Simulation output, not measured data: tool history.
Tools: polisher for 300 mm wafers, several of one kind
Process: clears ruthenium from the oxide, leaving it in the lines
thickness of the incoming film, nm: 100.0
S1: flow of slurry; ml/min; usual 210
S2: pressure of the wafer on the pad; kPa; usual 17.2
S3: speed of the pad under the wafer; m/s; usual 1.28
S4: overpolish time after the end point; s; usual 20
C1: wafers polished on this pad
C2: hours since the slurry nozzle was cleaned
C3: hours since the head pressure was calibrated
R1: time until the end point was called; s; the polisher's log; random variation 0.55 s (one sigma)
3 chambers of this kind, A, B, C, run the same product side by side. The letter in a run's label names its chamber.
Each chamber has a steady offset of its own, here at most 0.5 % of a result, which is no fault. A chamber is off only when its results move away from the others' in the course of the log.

run   hour   S1    S2    S3  S4    C1     C2     C3      R1
 1C    3.7  210  17.2  1.28  20   441  585.2  267.6  47.758
 2B    7.3  210  17.2  1.28  20   252  210.6  191.6  47.597
 3A   12.1  210  17.2  1.28  20  1020  182.3  610.5  47.969
 4A   17.6  210  17.2  1.28  20  1076  187.8  616.0  49.934
      21.7  -- chamber A: worn pad replaced by a new one
 5C   24.2  210  17.2  1.28  20   650  605.7  288.1  48.275
 6B   27.8  210  17.2  1.28  20   461  231.1  212.1  48.152
 7B   30.9  210  17.2  1.28  20   493  234.2  215.2  48.219
      33.6  -- chamber A: head pressure recalibrated
 8A   33.8  210  17.2  1.28  20   123  204.0    0.3  48.965
 9C   38.7  210  17.2  1.28  20   797  620.2  302.6  48.541
      39.1  -- chamber B: worn pad replaced by a new one
10C   43.7  135  12.4  1.28  20   848  625.2  307.6  71.475
11A   47.0  135  12.4  1.28  20   258  217.2   13.5  73.014
12B   51.5  135  12.4  1.28  20   126  254.8  235.8  71.501
13B   55.6  210  17.2  1.28  20   168  258.9  239.9  47.852
14A   61.1  210  17.2  1.28  20   401  231.3   27.6  47.918
15C   65.8  210  17.2  1.28  20  1074  647.3  329.7  47.707
      68.7  -- chamber B: slurry nozzle cleaned
16C   71.7  210  17.2  1.28  20  1134  653.2  335.6  48.016
17A   74.7  210  17.2  1.28  20   540  244.9   41.2  48.819
18B   78.2  210  17.2  1.28  20   399    9.5  262.5  49.053
19C   83.5  210  17.2  0.92  20  1254  665.0  347.4  69.340
20B   89.3  210  17.2  0.92  20   512   20.6  273.6  65.592
      92.2  -- chamber C: slurry nozzle cleaned
21A   94.9  210  17.2  0.92  20   746  265.1   61.4  67.164
      96.2  -- chamber C: worn pad replaced by a new one
22A   98.7  140  17.2  1.28  20   785  268.9   65.2  52.165
     104.4  -- chamber B: worn pad replaced by a new one
23B  104.5  140  17.2  1.28  20     1   35.8  288.8  50.921
24C  110.6  140  17.2  1.28  20   146   18.5  374.5  51.896
25B  113.7  210  17.2  1.28  20    95   45.0  298.0  49.043
26C  117.2  210  17.2  1.28  20   214   25.1  381.1  48.923
27A  120.2  210  17.2  1.28  20  1004  290.4   86.7  48.151
28C  124.3  210  17.2  1.02  15   286   32.2  388.2  60.860

Is one chamber off against the others, does the gauge drift, or is nothing wrong? If a chamber is off, say which, and what the likeliest cause is.

No chamber stands off beyond its own small offset, and the gauge holds steady.
